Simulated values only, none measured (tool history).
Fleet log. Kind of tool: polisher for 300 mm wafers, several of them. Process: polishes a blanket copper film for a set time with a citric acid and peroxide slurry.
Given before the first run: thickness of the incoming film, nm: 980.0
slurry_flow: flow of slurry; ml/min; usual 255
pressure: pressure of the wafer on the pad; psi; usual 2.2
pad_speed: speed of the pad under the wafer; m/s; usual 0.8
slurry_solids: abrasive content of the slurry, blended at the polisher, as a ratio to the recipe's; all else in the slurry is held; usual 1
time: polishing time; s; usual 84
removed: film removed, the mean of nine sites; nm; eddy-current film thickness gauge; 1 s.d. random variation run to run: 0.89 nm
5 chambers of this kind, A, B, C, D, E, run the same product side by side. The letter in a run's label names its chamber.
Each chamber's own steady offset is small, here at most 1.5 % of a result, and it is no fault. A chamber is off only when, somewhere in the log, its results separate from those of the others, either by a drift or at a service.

run   hour  slurry_flow  pressure  pad_speed  slurry_solids  time  removed
 1E   11.2          255       2.2        0.8              1    84  107.240
      15.8  -- chamber E: worn pad replaced by a new one
 2B   21.9          255       2.2        0.8              1    84  108.690
 3C   28.5          255       2.2        0.8              1    84  108.870
      32.1  -- chamber A: slurry blender recalibrated
      32.7  -- chamber D: worn pad replaced by a new one
      33.3  -- chamber C: slurry blender recalibrated
 4A   37.7          255       2.2        0.8              1    84  107.770
 5D   45.0          255       2.2        0.8              1    84  110.080
      52.2  -- chamber B: slurry blender recalibrated
      53.4  -- chamber B: head pressure recalibrated
 6C   56.1          255       2.2        0.8              1    84  108.550
      59.8  -- chamber C: worn pad replaced by a new one
      64.4  -- chamber B: worn pad replaced by a new one
 7D   66.1          255       2.2        0.8              1    84  109.270
 8B   78.9          255       2.2        0.8              1    84  108.000
      85.6  -- chamber A: worn pad replaced by a new one
 9E   90.1          325       1.6        0.8              1    84   81.472
10A  102.7          325       1.6        0.8              1    84   81.736
     103.3  -- chamber E: head pressure recalibrated
11B  114.5          325       1.6        0.8              1    84   81.104
12A  120.6          325       1.6        0.8              1    84   82.075
13E  128.8          325       1.6        0.8              1    84   81.487
14D  136.4          255       2.2        0.8              1    84  109.660
     138.1  -- chamber C: worn pad replaced by a new one
15C  145.8          255       2.2        0.8              1    84  109.810
16E  152.8          255       2.2        0.8              1    84  108.240
     158.7  -- chamber C: slurry blender recalibrated
17A  161.3          255       2.2        0.8              1    84  107.590
18C  168.2          255       2.2        0.8              1    84  107.960
     174.7  -- chamber C: slurry nozzle cleaned
19D  180.5          255       2.2        0.8              1    84  107.740
     187.6  -- chamber E: worn pad replaced by a new one
20B  187.9          255       2.2        0.8              1    84  108.200
     192.0  -- chamber D: slurry blender recalibrated
21E  196.8          255       2.2        0.8              1    84  106.160
     197.6  -- chamber B: worn pad replaced by a new one
     199.0  -- chamber B: slurry nozzle cleaned
22B  203.0          255       2.2        0.8              1    84  108.610
23D  210.5          255       2.2        0.8              1    84  110.690
     214.7  -- chamber D: worn pad replaced by a new one
     217.1  -- chamber C: worn pad replaced by a new one
     219.7  -- chamber A: slurry blender recalibrated
24A  221.9          255       2.2        0.8              1    84  106.910
25C  234.1          255       2.2        0.8              1    84  108.890
     243.4  -- chamber A: worn pad replaced by a new one
26E  244.8          255       2.2        0.8              1    84  103.060
27C  250.8          255       2.2        0.8              1    84  111.100
28D  259.1          255       2.2        0.8              1    84  108.190
     259.8  -- chamber A: slurry nozzle cleaned
29B  271.1          255       2.2        0.8              1    84  108.450
30A  281.9          255       1.9        0.8              1    84   94.515
31D  288.1          255       1.9        0.8              1    84   95.021
     289.2  -- chamber C: slurry blender recalibrated
32E  297.9          255       1.9        0.8              1    84   88.516
     301.3  -- chamber A: head pressure recalibrated
     305.9  -- chamber C: worn pad replaced by a new one
33C  306.8          255       1.9        0.8              1    84   95.737
34B  319.6          255       1.9        0.8              1    84   93.821
35A  325.3          255       2.2        0.8              1   100  128.860
36B  337.0          255       2.2        0.8              1   100  126.360
37A  342.8          255       2.2        0.8              1   100  128.070

Next, every chamber runs the same settings. What will each give?
38A  352.1          255       2.2        0.8              1    84        ?
38B  352.1          255       2.2        0.8              1    84        ?
38C  352.1          255       2.2        0.8              1    84        ?
38D  352.1          255       2.2        0.8              1    84        ?
38E  352.1          255       2.2        0.8              1    84        ?

run  removed
38A  107.820
38B  109.240
38C  108.700
38D  108.570
38E  100.170

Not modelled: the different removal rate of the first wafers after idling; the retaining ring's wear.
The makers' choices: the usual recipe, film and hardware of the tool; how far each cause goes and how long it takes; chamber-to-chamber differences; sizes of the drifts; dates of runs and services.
